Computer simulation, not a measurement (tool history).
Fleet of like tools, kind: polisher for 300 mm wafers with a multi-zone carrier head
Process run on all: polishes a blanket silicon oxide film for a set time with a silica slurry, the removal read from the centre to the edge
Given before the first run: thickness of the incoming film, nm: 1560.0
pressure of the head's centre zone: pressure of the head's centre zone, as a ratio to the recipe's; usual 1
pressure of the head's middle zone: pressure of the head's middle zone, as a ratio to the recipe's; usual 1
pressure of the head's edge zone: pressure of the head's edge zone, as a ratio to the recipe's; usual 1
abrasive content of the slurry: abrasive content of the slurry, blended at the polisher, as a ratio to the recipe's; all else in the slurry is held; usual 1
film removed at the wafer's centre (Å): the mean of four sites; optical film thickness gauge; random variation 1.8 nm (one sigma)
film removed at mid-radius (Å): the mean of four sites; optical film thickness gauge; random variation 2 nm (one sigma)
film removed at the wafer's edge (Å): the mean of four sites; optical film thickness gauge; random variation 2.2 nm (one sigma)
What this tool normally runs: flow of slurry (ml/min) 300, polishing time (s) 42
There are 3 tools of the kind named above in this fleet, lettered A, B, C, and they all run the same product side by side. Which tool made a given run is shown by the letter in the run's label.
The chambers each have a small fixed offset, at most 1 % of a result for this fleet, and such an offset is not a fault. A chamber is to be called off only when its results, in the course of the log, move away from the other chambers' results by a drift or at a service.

run   hour  flow of slurry (ml/min)  pressure of the head's centre zone  pressure of the head's middle zone  pressure of the head's edge zone  abrasive content of the slurry  polishing time (s)  wafers polished on this pad  hours since the slurry nozzle was cleaned  hours since the centre zone pressure was calibrated  hours since the edge zone pressure was calibrated  film removed at the wafer's centre (Å)  film removed at mid-radius (Å)  film removed at the wafer's edge (Å)
       1.3  -- chamber C: worn pad replaced by a new one
       6.4  -- chamber B: worn pad replaced by a new one
 1C    9.6                      300                                   1                                   1                                 1                               1                  42                           88                                      151.1                                                487.4                                                187                                  1576.4                          1597.2                                  1557
 2A     21                      300                                   1                                   1                                 1                               1                  42                          520                                        395                                                273.3                                              575.4                                  1609.9                          1581.4                                1613.6
 3B   31.5                      300                                   1                                   1                                 1                               1                  42                          264                                      343.8                                                  992                                              455.4                                  1602.5                          1595.4                                1595.9
 4B   42.6                      300                                   1                                   1                                 1                               1                  42                          381                                      354.9                                               1003.1                                              466.5                                  1559.5                          1565.7                                1594.8
      44.5  -- chamber C: worn pad replaced by a new one
 5A     55                      300                                   1                                   1                                 1                               1                  42                          877                                        429                                                307.3                                              609.4                                  1564.1                            1565                                1592.8
      62.8  -- chamber A: worn pad replaced by a new one
 6C   66.1                      300                                   1                                   1                                 1                               1                  42                          227                                      207.6                                                543.9                                              243.5                                  1587.7                          1570.5                                1571.7
      70.4  -- chamber B: worn pad replaced by a new one
 7A   76.6                      300                                   1                                   1                                 1                               1                  42                          145                                      450.6                                                328.9                                                631                                  1592.1                          1603.2                                1620.3
 8B   89.3                      300                                   1                                   1                                 1                               1                  42                          198                                      401.6                                               1049.8                                              513.2                                  1564.2                          1542.8                                1583.8
        98  -- chamber C: worn pad replaced by a new one
 9C  100.3                      300                                   1                                   1                                 1                               1                  42                           24                                      241.8                                                578.1                                              277.7                                  1605.9                          1587.8                                1594.9
     104.5  -- chamber B: centre zone pressure recalibrated
10B  112.5                      300                                   1                                   1                                 1                               1                  42                          442                                      424.8                                                  8.1                                              536.4                                    1450                            1604                                1605.2
11A  118.9                      300                                   1                                   1                                 1                               1                  42                          589                                      492.9                                                371.2                                              673.3                                  1612.3                          1598.2                                1581.3
     124.7  -- chamber B: worn pad replaced by a new one
12C  129.7                      300                                   1                                   1                                 1                               1                  42                          333                                      271.2                                                607.5                                              307.1                                  1579.9                          1577.1                                1593.3
     140.4  -- chamber C: worn pad replaced by a new one
13B  140.9                      300                                   1                                   1                                 1                               1                  42                          170                                      453.2                                                 36.5                                              564.8                                  1430.7                          1531.8                                1620.6
     147.2  -- chamber A: worn pad replaced by a new one
14C    149                      300                                   1                                   1                                 1                               1                  42                           90                                      290.5                                                626.8                                              326.4                                  1589.3                          1548.8                                1574.4
     149.1  -- chamber B: slurry nozzle cleaned
15A  157.9                      300                                   1                                   1                                 1                               1                  42                          113                                      531.9                                                410.2                                              712.3                                  1626.2                          1607.8                                1575.6
     158.4  -- chamber A: slurry nozzle cleaned
16B  170.9                      300                                   1                                   1                                 1                               1                  42                          485                                       21.9                                                 66.5                                              594.8                                  1467.6                          1565.6                                1590.5
17C  181.5                      300                                   1                                   1                                 1                               1                  42                          432                                        323                                                659.3                                              358.9                                  1562.4                          1573.1                                1582.9
     185.6  -- chamber C: worn pad replaced by a new one
18A  190.9                      300                                   1                                 1.1                               0.9                               1                  42                          460                                       32.6                                                443.2                                              745.3                                  1617.1                          1723.6                                1486.3
19C  202.4                      300                                   1                                 1.1                               0.9                               1                  42                          177                                      343.9                                                680.2                                              379.8                                    1594                          1665.1                                1521.7
20A  210.7                      300                                   1                                 1.1                               0.9                               1                  42                          668                                       52.4                                                  463                                              765.1                                    1619                          1739.6                                1499.1

What goes on in this fleet: one chamber off, a drifting gauge, or nothing beyond the chambers' own small offsets? Name the chamber and the cause, if any.

A service left chamber B off against the others.
What lies behind it: centre zone's pressure below its setpoint, % = 7.88.

Here are 4 candidates for chamber B's next run, each the usual settings with a change, their results left as question marks. Which one brings its results back in line with what the others give on the usual settings?
A result is in line if it is within this distance of the other chambers' mean on the usual settings: film removed at the wafer's centre (Å) 62; film removed at mid-radius (Å) 70; film removed at the wafer's edge (Å) 76
21B-1  220.1                      295                                0.92                                1.01                              1.03                               1                  42                                                                                                                                                                                                                       ?                               ?                                     ?
21B-2  220.1                      310                                1.14                                0.98                              0.95                               1                  43                                                                                                                                                                                                                       ?                               ?                                     ?
21B-3  220.1                      290                                0.87                                1.02                              1.05                               1                  41                                                                                                                                                                                                                       ?                               ?                                     ?
21B-4  220.1                      305                                1.08                                0.99                              0.97                               1                  42                                                                                                                                                                                                                       ?                               ?                                     ?

On the usual settings, the other chambers give on average: film removed at the wafer's centre (Å) 1593.6; film removed at mid-radius (Å) 1579.3; film removed at the wafer's edge (Å) 1585.5
  run  film removed at the wafer's centre (Å)  film removed at mid-radius (Å)  film removed at the wafer's edge (Å)
21B-1                                  1315.8                          1593.5                                1596.1
21B-2                                    1714                          1592.8                                1572.5
21B-3                                  1204.7                          1567.4                                  1572
21B-4                                  1575.6                          1568.3                                1550.6
21B-4 is the one that brings the chamber's results back in line with the other chambers.
